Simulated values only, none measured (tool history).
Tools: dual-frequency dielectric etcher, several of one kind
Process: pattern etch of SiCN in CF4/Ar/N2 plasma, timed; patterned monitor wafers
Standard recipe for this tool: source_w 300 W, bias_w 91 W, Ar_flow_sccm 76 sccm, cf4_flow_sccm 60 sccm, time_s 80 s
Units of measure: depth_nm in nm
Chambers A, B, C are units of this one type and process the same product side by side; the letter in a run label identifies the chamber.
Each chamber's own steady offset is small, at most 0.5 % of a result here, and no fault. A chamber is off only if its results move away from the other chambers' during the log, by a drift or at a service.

run,day,source_w,bias_w,Ar_flow_sccm,cf4_flow_sccm,time_s,hours since the last wet clean,hours since the last source power generator calibration,hours since the last bias power generator calibration,hours since the last Ar flow controller change,hours since the last CF4 flow controller change,"read-back reference wafer on the same gauge, depth_nm",depth_nm
1B,0.150,300,91,76,60,80,284.7,1987.9,1996.4,473.2,1512.8,56.183,53.425
2A,0.242,300,91,76,60,80,383.7,647.1,133.3,416.8,844.0,56.197,53.350
3C,0.350,300,91,76,60,80,389.4,2222.2,3369.5,1270.5,550.3,56.177,53.177
4C,0.425,300,91,76,60,80,391.2,2224.0,3371.3,1272.3,552.1,56.184,53.050
# day 0.429: chamber B: source power generator calibrated
5A,0.517,300,91,76,60,80,390.3,653.7,139.9,423.4,850.6,56.160,53.325
6B,0.642,300,109,76,60,80,296.5,5.2,2008.2,485.0,1524.6,56.163,56.993
7A,0.750,300,109,76,60,80,395.9,659.3,145.5,429.0,856.2,56.156,56.919
8C,0.842,300,109,76,60,80,401.2,2234.0,3381.3,1282.3,562.1,56.151,56.664
9B,1.000,300,91,76,60,80,305.1,13.8,2016.8,493.6,1533.2,56.129,53.245
10A,1.104,300,91,64,60,80,404.4,667.8,154.0,437.5,864.7,56.097,54.576
11B,1.275,300,91,64,60,80,311.7,20.4,2023.4,500.2,1539.8,56.093,54.613
12C,1.371,300,91,64,60,80,413.9,2246.7,3394.0,1295.0,574.8,56.084,53.997
13C,1.504,300,91,76,60,80,417.1,2249.9,3397.2,1298.2,578.0,56.091,52.852
14A,1.667,300,91,76,60,80,417.9,681.3,167.5,451.0,878.2,56.086,53.258
15B,1.812,300,91,76,60,80,324.6,33.3,2036.3,513.1,1552.7,56.068,53.284
16C,1.979,300,91,76,55,80,428.5,2261.3,3408.6,1309.6,589.4,56.058,52.248
17B,2.062,300,91,76,55,80,330.6,39.3,2042.3,519.1,1558.7,56.065,52.716
18A,2.233,300,91,76,55,80,431.5,694.9,181.1,464.6,891.8,56.054,52.581
19B,2.354,300,91,76,60,80,337.6,46.3,2049.3,526.1,1565.7,56.001,53.301
20C,2.471,300,70,76,60,80,440.3,2273.1,3420.4,1321.4,601.2,56.013,48.129
21A,2.629,300,70,76,60,80,441.0,704.4,190.6,474.1,901.3,56.001,48.447
22A,2.775,300,70,76,60,80,444.5,707.9,194.1,477.6,904.8,55.982,48.565
23B,2.925,370,91,76,60,80,351.3,60.0,2063.0,539.8,1579.4,55.995,63.800
24C,3.062,370,91,76,60,80,454.5,2287.3,3434.6,1335.6,615.4,55.988,63.461
25A,3.162,370,91,76,60,80,453.8,717.2,203.4,486.9,914.1,55.970,64.040
26C,3.292,300,91,76,60,80,460.0,2292.8,3440.1,1341.1,620.9,55.967,52.861
# day 3.442: chamber A: wet clean of the chamber
27B,3.458,300,91,76,60,80,364.1,72.8,2075.8,552.6,1592.2,55.958,53.257
28B,3.612,300,91,76,60,80,367.8,76.5,2079.5,556.3,1595.9,55.929,53.292
29A,3.717,300,91,76,60,80,6.6,730.5,216.7,500.2,927.4,55.941,53.169
30C,3.833,300,91,76,60,80,473.0,2305.8,3453.1,1354.1,633.9,55.924,52.769
# day 3.912: chamber B: wet clean of the chamber
31A,3.958,300,91,76,60,80,12.4,736.3,222.5,506.0,933.2,55.931,53.092
32B,4.133,300,91,76,60,80,5.3,89.0,2092.0,568.8,1608.4,55.879,53.190
33C,4.221,300,91,76,60,80,482.3,2315.1,3462.4,1363.4,643.2,55.884,52.689
34A,4.333,300,69,76,66,80,21.4,745.3,231.5,515.0,942.2,55.881,48.850

For the next run the whole fleet of 3 chambers uses the same settings. Give each chamber's results:
35A,4.458,300,91,76,53,80,,,,,,,?
35B,4.458,300,91,76,53,80,,,,,,,?
35C,4.458,300,91,76,53,80,,,,,,,?

run,depth_nm
35A,52.295
35B,52.192
35C,51.958
